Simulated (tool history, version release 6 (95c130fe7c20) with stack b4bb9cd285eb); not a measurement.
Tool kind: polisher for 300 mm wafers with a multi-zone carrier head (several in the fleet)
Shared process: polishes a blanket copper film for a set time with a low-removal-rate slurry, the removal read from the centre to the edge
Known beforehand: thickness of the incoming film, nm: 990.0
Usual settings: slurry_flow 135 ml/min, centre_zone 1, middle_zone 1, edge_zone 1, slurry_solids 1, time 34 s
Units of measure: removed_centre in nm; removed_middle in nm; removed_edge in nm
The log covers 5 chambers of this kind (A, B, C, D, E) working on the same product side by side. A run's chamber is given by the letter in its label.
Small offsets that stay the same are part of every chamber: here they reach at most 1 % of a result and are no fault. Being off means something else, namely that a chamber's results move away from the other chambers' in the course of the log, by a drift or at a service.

{"hour": 1.4, "done": "chamber E: worn pad replaced by a new one"}
{"run": "1D", "hour": 5.7, "slurry_flow": 135, "centre_zone": 1, "middle_zone": 1, "edge_zone": 1, "slurry_solids": 1, "time": 34, "removed_centre": 81.88, "removed_middle": 79.073, "removed_edge": 79.114}
{"run": "2B", "hour": 12.0, "slurry_flow": 135, "centre_zone": 1, "middle_zone": 1, "edge_zone": 1, "slurry_solids": 1, "time": 34, "removed_centre": 79.166, "removed_middle": 80.344, "removed_edge": 79.68}
{"run": "3E", "hour": 17.0, "slurry_flow": 135, "centre_zone": 1, "middle_zone": 1, "edge_zone": 1, "slurry_solids": 1, "time": 34, "removed_centre": 79.603, "removed_middle": 80.341, "removed_edge": 79.89}
{"run": "4A", "hour": 23.0, "slurry_flow": 135, "centre_zone": 1, "middle_zone": 1, "edge_zone": 1, "slurry_solids": 1, "time": 34, "removed_centre": 80.152, "removed_middle": 79.707, "removed_edge": 78.942}
{"hour": 27.3, "done": "chamber B: worn pad replaced by a new one"}
{"run": "5C", "hour": 28.4, "slurry_flow": 135, "centre_zone": 1, "middle_zone": 1, "edge_zone": 1, "slurry_solids": 1, "time": 34, "removed_centre": 78.943, "removed_middle": 80.068, "removed_edge": 78.663}
{"run": "6B", "hour": 35.9, "slurry_flow": 135, "centre_zone": 1, "middle_zone": 1, "edge_zone": 1, "slurry_solids": 1, "time": 34, "removed_centre": 80.854, "removed_middle": 78.581, "removed_edge": 79.03}
{"hour": 39.1, "done": "chamber A: worn pad replaced by a new one"}
{"run": "7E", "hour": 40.8, "slurry_flow": 135, "centre_zone": 1, "middle_zone": 1, "edge_zone": 1, "slurry_solids": 1, "time": 34, "removed_centre": 80.658, "removed_middle": 79.048, "removed_edge": 81.699}
{"run": "8C", "hour": 47.5, "slurry_flow": 135, "centre_zone": 1, "middle_zone": 1, "edge_zone": 1, "slurry_solids": 1, "time": 34, "removed_centre": 79.201, "removed_middle": 79.993, "removed_edge": 79.486}
{"hour": 50.8, "done": "chamber D: worn pad replaced by a new one"}
{"run": "9D", "hour": 55.3, "slurry_flow": 135, "centre_zone": 1, "middle_zone": 1, "edge_zone": 1, "slurry_solids": 1, "time": 34, "removed_centre": 82.669, "removed_middle": 81.115, "removed_edge": 80.069}
{"run": "10A", "hour": 62.2, "slurry_flow": 135, "centre_zone": 1, "middle_zone": 1, "edge_zone": 1, "slurry_solids": 1, "time": 34, "removed_centre": 78.965, "removed_middle": 80.115, "removed_edge": 79.134}
{"run": "11D", "hour": 67.7, "slurry_flow": 135, "centre_zone": 1, "middle_zone": 1, "edge_zone": 1, "slurry_solids": 1, "time": 34, "removed_centre": 82.032, "removed_middle": 79.161, "removed_edge": 79.142}
{"hour": 70.7, "done": "chamber E: centre zone pressure recalibrated"}
{"run": "12C", "hour": 75.2, "slurry_flow": 135, "centre_zone": 1, "middle_zone": 1, "edge_zone": 1, "slurry_solids": 1, "time": 34, "removed_centre": 78.473, "removed_middle": 80.573, "removed_edge": 78.709}
{"hour": 76.2, "done": "chamber D: slurry nozzle cleaned"}
{"hour": 80.7, "done": "chamber B: worn pad replaced by a new one"}
{"run": "13E", "hour": 80.8, "slurry_flow": 135, "centre_zone": 1, "middle_zone": 1, "edge_zone": 1, "slurry_solids": 1, "time": 34, "removed_centre": 79.383, "removed_middle": 78.641, "removed_edge": 80.681}
{"run": "14B", "hour": 88.8, "slurry_flow": 135, "centre_zone": 1, "middle_zone": 1, "edge_zone": 1, "slurry_solids": 0.7, "time": 26, "removed_centre": 57.061, "removed_middle": 54.86, "removed_edge": 55.468}
{"run": "15A", "hour": 93.3, "slurry_flow": 135, "centre_zone": 1, "middle_zone": 1, "edge_zone": 1, "slurry_solids": 0.7, "time": 26, "removed_centre": 57.139, "removed_middle": 57.594, "removed_edge": 56.094}
{"run": "16D", "hour": 101.0, "slurry_flow": 135, "centre_zone": 1, "middle_zone": 1, "edge_zone": 1, "slurry_solids": 0.7, "time": 26, "removed_centre": 57.05, "removed_middle": 56.765, "removed_edge": 56.576}
{"hour": 104.9, "done": "chamber C: worn pad replaced by a new one"}
{"hour": 105.4, "done": "chamber A: worn pad replaced by a new one"}
{"hour": 107.8, "done": "chamber E: edge zone pressure recalibrated"}
{"run": "17E", "hour": 108.5, "slurry_flow": 135, "centre_zone": 1, "middle_zone": 1, "edge_zone": 1, "slurry_solids": 0.7, "time": 26, "removed_centre": 56.674, "removed_middle": 56.663, "removed_edge": 57.807}
{"hour": 112.2, "done": "chamber E: worn pad replaced by a new one"}
{"run": "18A", "hour": 113.0, "slurry_flow": 135, "centre_zone": 1, "middle_zone": 1, "edge_zone": 1, "slurry_solids": 0.7, "time": 26, "removed_centre": 55.286, "removed_middle": 57.662, "removed_edge": 56.502}
{"hour": 115.8, "done": "chamber D: worn pad replaced by a new one"}
{"run": "19B", "hour": 120.2, "slurry_flow": 135, "centre_zone": 1, "middle_zone": 1, "edge_zone": 1, "slurry_solids": 1, "time": 34, "removed_centre": 79.175, "removed_middle": 77.404, "removed_edge": 77.957}
{"run": "20C", "hour": 125.0, "slurry_flow": 135, "centre_zone": 1, "middle_zone": 1, "edge_zone": 1, "slurry_solids": 1, "time": 34, "removed_centre": 81.629, "removed_middle": 80.23, "removed_edge": 79.175}
{"hour": 130.2, "done": "chamber B: worn pad replaced by a new one"}
{"run": "21A", "hour": 132.4, "slurry_flow": 135, "centre_zone": 1, "middle_zone": 1, "edge_zone": 1, "slurry_solids": 1, "time": 34, "removed_centre": 81.009, "removed_middle": 79.804, "removed_edge": 79.817}
{"run": "22C", "hour": 138.8, "slurry_flow": 135, "centre_zone": 1, "middle_zone": 1, "edge_zone": 1, "slurry_solids": 1, "time": 34, "removed_centre": 77.836, "removed_middle": 80.176, "removed_edge": 78.263}
{"run": "23D", "hour": 144.5, "slurry_flow": 135, "centre_zone": 1, "middle_zone": 1, "edge_zone": 1.08, "slurry_solids": 1, "time": 34, "removed_centre": 79.362, "removed_middle": 80.883, "removed_edge": 82.312}
{"run": "24B", "hour": 152.7, "slurry_flow": 135, "centre_zone": 1, "middle_zone": 1, "edge_zone": 1.08, "slurry_solids": 1, "time": 34, "removed_centre": 77.426, "removed_middle": 76.726, "removed_edge": 80.721}
{"hour": 154.5, "done": "chamber D: edge zone pressure recalibrated"}
{"hour": 156.4, "done": "chamber A: worn pad replaced by a new one"}
{"run": "25E", "hour": 156.8, "slurry_flow": 135, "centre_zone": 1, "middle_zone": 1, "edge_zone": 1.08, "slurry_solids": 1, "time": 34, "removed_centre": 80.205, "removed_middle": 79.575, "removed_edge": 84.214}
{"run": "26B", "hour": 162.5, "slurry_flow": 135, "centre_zone": 1, "middle_zone": 1, "edge_zone": 1.08, "slurry_solids": 1, "time": 34, "removed_centre": 74.966, "removed_middle": 75.068, "removed_edge": 80.428}
{"hour": 168.7, "done": "chamber D: worn pad replaced by a new one"}
{"run": "27A", "hour": 169.6, "slurry_flow": 135, "centre_zone": 1, "middle_zone": 1, "edge_zone": 1.08, "slurry_solids": 1, "time": 34, "removed_centre": 79.93, "removed_middle": 79.805, "removed_edge": 82.597}
{"run": "28D", "hour": 173.6, "slurry_flow": 135, "centre_zone": 1, "middle_zone": 1, "edge_zone": 1, "slurry_solids": 1, "time": 34, "removed_centre": 78.868, "removed_middle": 80.487, "removed_edge": 80.734}
{"hour": 178.8, "done": "chamber B: worn pad replaced by a new one"}
{"run": "29E", "hour": 181.8, "slurry_flow": 135, "centre_zone": 1, "middle_zone": 1, "edge_zone": 1, "slurry_solids": 1, "time": 34, "removed_centre": 79.823, "removed_middle": 80.527, "removed_edge": 80.257}
{"hour": 185.5, "done": "chamber A: slurry nozzle cleaned"}
{"run": "30C", "hour": 187.3, "slurry_flow": 135, "centre_zone": 1, "middle_zone": 1, "edge_zone": 1, "slurry_solids": 1, "time": 34, "removed_centre": 79.117, "removed_middle": 80.361, "removed_edge": 78.379}
{"run": "31E", "hour": 195.3, "slurry_flow": 135, "centre_zone": 1, "middle_zone": 1, "edge_zone": 1, "slurry_solids": 1, "time": 34, "removed_centre": 78.247, "removed_middle": 78.805, "removed_edge": 80.796}
{"run": "32D", "hour": 200.1, "slurry_flow": 135, "centre_zone": 1, "middle_zone": 1, "edge_zone": 1, "slurry_solids": 1, "time": 34, "removed_centre": 83.134, "removed_middle": 80.182, "removed_edge": 79.846}
{"run": "33A", "hour": 206.5, "slurry_flow": 135, "centre_zone": 1, "middle_zone": 1, "edge_zone": 1, "slurry_solids": 1, "time": 34, "removed_centre": 79.928, "removed_middle": 79.076, "removed_edge": 79.012}
{"hour": 212.3, "done": "chamber A: centre zone pressure recalibrated"}
{"hour": 213.6, "done": "chamber C: worn pad replaced by a new one"}
{"run": "34C", "hour": 214.6, "slurry_flow": 135, "centre_zone": 1, "middle_zone": 1, "edge_zone": 1, "slurry_solids": 1, "time": 27, "removed_centre": 62.836, "removed_middle": 64.163, "removed_edge": 63.692}
{"run": "35B", "hour": 219.2, "slurry_flow": 135, "centre_zone": 1, "middle_zone": 1, "edge_zone": 1, "slurry_solids": 1, "time": 27, "removed_centre": 57.974, "removed_middle": 59.841, "removed_edge": 59.933}
{"hour": 222.7, "done": "chamber E: worn pad replaced by a new one"}
{"hour": 223.1, "done": "chamber A: worn pad replaced by a new one"}
{"run": "36B", "hour": 224.7, "slurry_flow": 135, "centre_zone": 1, "middle_zone": 1, "edge_zone": 1, "slurry_solids": 1, "time": 27, "removed_centre": 58.755, "removed_middle": 58.573, "removed_edge": 59.962}
{"run": "37A", "hour": 232.5, "slurry_flow": 135, "centre_zone": 1, "middle_zone": 1, "edge_zone": 1, "slurry_solids": 1, "time": 27, "removed_centre": 61.93, "removed_middle": 63.873, "removed_edge": 62.759}
{"hour": 238.2, "done": "chamber D: worn pad replaced by a new one"}
{"run": "38E", "hour": 239.0, "slurry_flow": 135, "centre_zone": 1, "middle_zone": 1, "edge_zone": 1, "slurry_solids": 1, "time": 27, "removed_centre": 64.233, "removed_middle": 63.317, "removed_edge": 63.609}
{"run": "39D", "hour": 242.8, "slurry_flow": 135, "centre_zone": 1, "middle_zone": 1, "edge_zone": 1, "slurry_solids": 1, "time": 34, "removed_centre": 79.112, "removed_middle": 80.004, "removed_edge": 79.89}
{"run": "40C", "hour": 247.5, "slurry_flow": 135, "centre_zone": 1, "middle_zone": 1, "edge_zone": 1, "slurry_solids": 1, "time": 34, "removed_centre": 76.943, "removed_middle": 80.603, "removed_edge": 78.78}
{"run": "41C", "hour": 254.4, "slurry_flow": 135, "centre_zone": 1, "middle_zone": 1, "edge_zone": 1, "slurry_solids": 1, "time": 34, "removed_centre": 77.128, "removed_middle": 80.466, "removed_edge": 79.72}
{"run": "42D", "hour": 262.9, "slurry_flow": 135, "centre_zone": 1, "middle_zone": 1, "edge_zone": 1, "slurry_solids": 1, "time": 34, "removed_centre": 81.567, "removed_middle": 81.391, "removed_edge": 80.386}

Next, every chamber runs the same settings. What will each give?
{"run": "43A", "hour": 269.0, "slurry_flow": 135, "centre_zone": 1, "middle_zone": 1, "edge_zone": 1, "slurry_solids": 1, "time": 34, "removed_centre": "?", "removed_middle": "?", "removed_edge": "?"}
{"run": "43B", "hour": 269.0, "slurry_flow": 135, "centre_zone": 1, "middle_zone": 1, "edge_zone": 1, "slurry_solids": 1, "time": 34, "removed_centre": "?", "removed_middle": "?", "removed_edge": "?"}
{"run": "43C", "hour": 269.0, "slurry_flow": 135, "centre_zone": 1, "middle_zone": 1, "edge_zone": 1, "slurry_solids": 1, "time": 34, "removed_centre": "?", "removed_middle": "?", "removed_edge": "?"}
{"run": "43D", "hour": 269.0, "slurry_flow": 135, "centre_zone": 1, "middle_zone": 1, "edge_zone": 1, "slurry_solids": 1, "time": 34, "removed_centre": "?", "removed_middle": "?", "removed_edge": "?"}
{"run": "43E", "hour": 269.0, "slurry_flow": 135, "centre_zone": 1, "middle_zone": 1, "edge_zone": 1, "slurry_solids": 1, "time": 34, "removed_centre": "?", "removed_middle": "?", "removed_edge": "?"}

run=43A removed_centre=79.203 removed_middle=79.7 removed_edge=80.26
run=43B removed_centre=70.282 removed_middle=71.099 removed_edge=74.057
run=43C removed_centre=78.712 removed_middle=81.009 removed_edge=78.728
run=43D removed_centre=84.714 removed_middle=80.053 removed_edge=79.066
run=43E removed_centre=79.812 removed_middle=78.92 removed_edge=80.785
